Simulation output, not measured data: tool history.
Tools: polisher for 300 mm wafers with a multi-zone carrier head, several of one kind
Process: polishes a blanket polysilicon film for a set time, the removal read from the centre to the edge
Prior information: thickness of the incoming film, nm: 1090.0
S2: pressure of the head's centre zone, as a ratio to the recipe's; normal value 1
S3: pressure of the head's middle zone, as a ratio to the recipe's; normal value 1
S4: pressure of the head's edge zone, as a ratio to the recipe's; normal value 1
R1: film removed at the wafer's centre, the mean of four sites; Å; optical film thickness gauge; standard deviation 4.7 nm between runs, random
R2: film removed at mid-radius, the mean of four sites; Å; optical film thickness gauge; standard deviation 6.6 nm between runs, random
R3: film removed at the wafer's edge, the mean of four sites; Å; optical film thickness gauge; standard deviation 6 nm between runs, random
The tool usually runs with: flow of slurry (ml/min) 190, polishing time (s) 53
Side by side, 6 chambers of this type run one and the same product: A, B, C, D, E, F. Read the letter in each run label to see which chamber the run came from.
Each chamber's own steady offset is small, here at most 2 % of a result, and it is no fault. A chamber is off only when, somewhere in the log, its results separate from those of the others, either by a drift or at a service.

run 1A day=0.183 | flow_of_slurry_(ml/min)=190 S2=1 S3=1 S4=1 polishing_time_(s)=53 | R1=4601.4 R2=4474.5 R3=4596.1
run 2E day=0.308 | flow_of_slurry_(ml/min)=190 S2=1 S3=1 S4=1 polishing_time_(s)=53 | R1=4624.4 R2=4669.9 R3=4586.7
run 3B day=0.412 | flow_of_slurry_(ml/min)=190 S2=1 S3=1 S4=1 polishing_time_(s)=53 | R1=4599.2 R2=4470.6 R3=4549.7
run 4F day=0.567 | flow_of_slurry_(ml/min)=190 S2=1 S3=1 S4=1 polishing_time_(s)=53 | R1=4575.1 R2=4588.7 R3=4472.3
run 5C day=0.708 | flow_of_slurry_(ml/min)=190 S2=1 S3=1 S4=1 polishing_time_(s)=53 | R1=4484.6 R2=4514.1 R3=4543.2
-- day=0.808 chamber C: worn pad replaced by a new one
run 6D day=0.833 | flow_of_slurry_(ml/min)=190 S2=1 S3=1 S4=1 polishing_time_(s)=53 | R1=4569.1 R2=4582.8 R3=4497.7
-- day=0.925 chamber F: worn pad replaced by a new one
run 7F day=1.025 | flow_of_slurry_(ml/min)=190 S2=1 S3=1 S4=1 polishing_time_(s)=53 | R1=4642.6 R2=4593 R3=4541.3
run 8C day=1.208 | flow_of_slurry_(ml/min)=190 S2=1 S3=1 S4=1 polishing_time_(s)=53 | R1=4437.7 R2=4607 R3=4521.1
run 9D day=1.371 | flow_of_slurry_(ml/min)=190 S2=1 S3=1 S4=1 polishing_time_(s)=53 | R1=4504.7 R2=4567.6 R3=4573
run 10A day=1.488 | flow_of_slurry_(ml/min)=190 S2=1 S3=1 S4=1 polishing_time_(s)=53 | R1=4594.8 R2=4532.2 R3=4507
run 11B day=1.658 | flow_of_slurry_(ml/min)=190 S2=1 S3=1 S4=1 polishing_time_(s)=53 | R1=4493.4 R2=4619.7 R3=4515.4
run 12E day=1.812 | flow_of_slurry_(ml/min)=190 S2=1 S3=1 S4=1 polishing_time_(s)=53 | R1=4471.4 R2=4459.8 R3=4499.3
-- day=1.883 chamber A: worn pad replaced by a new one
run 13F day=2.004 | flow_of_slurry_(ml/min)=190 S2=1 S3=1 S4=1 polishing_time_(s)=53 | R1=4720.5 R2=4618.5 R3=4483
run 14A day=2.092 | flow_of_slurry_(ml/min)=190 S2=1 S3=1 S4=1 polishing_time_(s)=53 | R1=4575.1 R2=4586 R3=4497.6
run 15C day=2.175 | flow_of_slurry_(ml/min)=190 S2=1 S3=1 S4=1 polishing_time_(s)=53 | R1=4587.9 R2=4577.1 R3=4581.7
run 16E day=2.308 | flow_of_slurry_(ml/min)=190 S2=1 S3=1.1 S4=1 polishing_time_(s)=53 | R1=4388.2 R2=4811.1 R3=4334.5
run 17B day=2.438 | flow_of_slurry_(ml/min)=190 S2=1 S3=1.1 S4=1 polishing_time_(s)=53 | R1=4570.4 R2=5012.1 R3=4516.7
run 18D day=2.571 | flow_of_slurry_(ml/min)=190 S2=1 S3=1.1 S4=1 polishing_time_(s)=53 | R1=4598.3 R2=5076.8 R3=4464.2
run 19C day=2.658 | flow_of_slurry_(ml/min)=190 S2=1 S3=1.1 S4=1 polishing_time_(s)=53 | R1=4560.2 R2=4965.2 R3=4565.6
run 20F day=2.783 | flow_of_slurry_(ml/min)=190 S2=1 S3=1.1 S4=1 polishing_time_(s)=53 | R1=4704.9 R2=4921.6 R3=4617
run 21E day=2.875 | flow_of_slurry_(ml/min)=190 S2=1 S3=1.1 S4=1 polishing_time_(s)=53 | R1=4360.5 R2=4695.7 R3=4334
run 22D day=2.962 | flow_of_slurry_(ml/min)=190 S2=1 S3=1 S4=1 polishing_time_(s)=53 | R1=4645 R2=4696.7 R3=4513.5
-- day=3.038 chamber C: worn pad replaced by a new one
run 23B day=3.083 | flow_of_slurry_(ml/min)=190 S2=1 S3=1 S4=1 polishing_time_(s)=53 | R1=4531.1 R2=4543.4 R3=4638.3
-- day=3.204 chamber B: edge zone pressure recalibrated
run 24A day=3.225 | flow_of_slurry_(ml/min)=190 S2=1 S3=1 S4=1 polishing_time_(s)=53 | R1=4593 R2=4543.4 R3=4552.2
run 25A day=3.338 | flow_of_slurry_(ml/min)=190 S2=1 S3=1 S4=1.09 polishing_time_(s)=53 | R1=4531.6 R2=4701.9 R3=4804.9
run 26B day=3.433 | flow_of_slurry_(ml/min)=190 S2=1 S3=1 S4=1.09 polishing_time_(s)=53 | R1=4565.5 R2=4464.1 R3=4757.8
run 27D day=3.558 | flow_of_slurry_(ml/min)=190 S2=1 S3=1 S4=1.09 polishing_time_(s)=53 | R1=4573 R2=4595.1 R3=4703.5
run 28C day=3.667 | flow_of_slurry_(ml/min)=190 S2=1 S3=1 S4=1.09 polishing_time_(s)=53 | R1=4550.1 R2=4448.7 R3=4752.4
-- day=3.746 chamber C: edge zone pressure recalibrated
run 29F day=3.775 | flow_of_slurry_(ml/min)=190 S2=1 S3=1 S4=1.09 polishing_time_(s)=53 | R1=4587.6 R2=4535.8 R3=4734.1
run 30E day=3.892 | flow_of_slurry_(ml/min)=190 S2=1 S3=1 S4=1.09 polishing_time_(s)=53 | R1=4216.3 R2=4193.6 R3=4355.5
run 31B day=4.008 | flow_of_slurry_(ml/min)=190 S2=1 S3=1 S4=1 polishing_time_(s)=53 | R1=4545.6 R2=4464.3 R3=4511.1
run 32D day=4.104 | flow_of_slurry_(ml/min)=190 S2=1 S3=1 S4=1 polishing_time_(s)=53 | R1=4557.4 R2=4758.8 R3=4526.3
run 33A day=4.233 | flow_of_slurry_(ml/min)=190 S2=1 S3=1 S4=1 polishing_time_(s)=53 | R1=4664 R2=4454.3 R3=4461.9
run 34F day=4.392 | flow_of_slurry_(ml/min)=190 S2=1 S3=1 S4=1.12 polishing_time_(s)=53 | R1=4645.9 R2=4550.1 R3=4799.8
run 35E day=4.488 | flow_of_slurry_(ml/min)=190 S2=1 S3=1 S4=1.12 polishing_time_(s)=53 | R1=4092.9 R2=4156.3 R3=4410.8
run 36C day=4.596 | flow_of_slurry_(ml/min)=190 S2=1 S3=1 S4=1.12 polishing_time_(s)=53 | R1=4466.3 R2=4580.1 R3=4914.8

Predict what each chamber gives when all 6 of them run the settings below next.
run 37A day=4.733 | flow_of_slurry_(ml/min)=190 S2=1 S3=1.04 S4=1 polishing_time_(s)=53 | R1=? R2=? R3=?
run 37B day=4.733 | flow_of_slurry_(ml/min)=190 S2=1 S3=1.04 S4=1 polishing_time_(s)=53 | R1=? R2=? R3=?
run 37C day=4.733 | flow_of_slurry_(ml/min)=190 S2=1 S3=1.04 S4=1 polishing_time_(s)=53 | R1=? R2=? R3=?
run 37D day=4.733 | flow_of_slurry_(ml/min)=190 S2=1 S3=1.04 S4=1 polishing_time_(s)=53 | R1=? R2=? R3=?
run 37E day=4.733 | flow_of_slurry_(ml/min)=190 S2=1 S3=1.04 S4=1 polishing_time_(s)=53 | R1=? R2=? R3=?
run 37F day=4.733 | flow_of_slurry_(ml/min)=190 S2=1 S3=1.04 S4=1 polishing_time_(s)=53 | R1=? R2=? R3=?

run=37A R1=4559.4 R2=4742.4 R3=4461
run=37B R1=4512 R2=4647 R3=4534.3
run=37C R1=4563.2 R2=4684.3 R3=4559.9
run=37D R1=4609.2 R2=4782.7 R3=4615.2
run=37E R1=4103.9 R2=4267.5 R3=4141.1
run=37F R1=4648.9 R2=4762.8 R3=4590.7

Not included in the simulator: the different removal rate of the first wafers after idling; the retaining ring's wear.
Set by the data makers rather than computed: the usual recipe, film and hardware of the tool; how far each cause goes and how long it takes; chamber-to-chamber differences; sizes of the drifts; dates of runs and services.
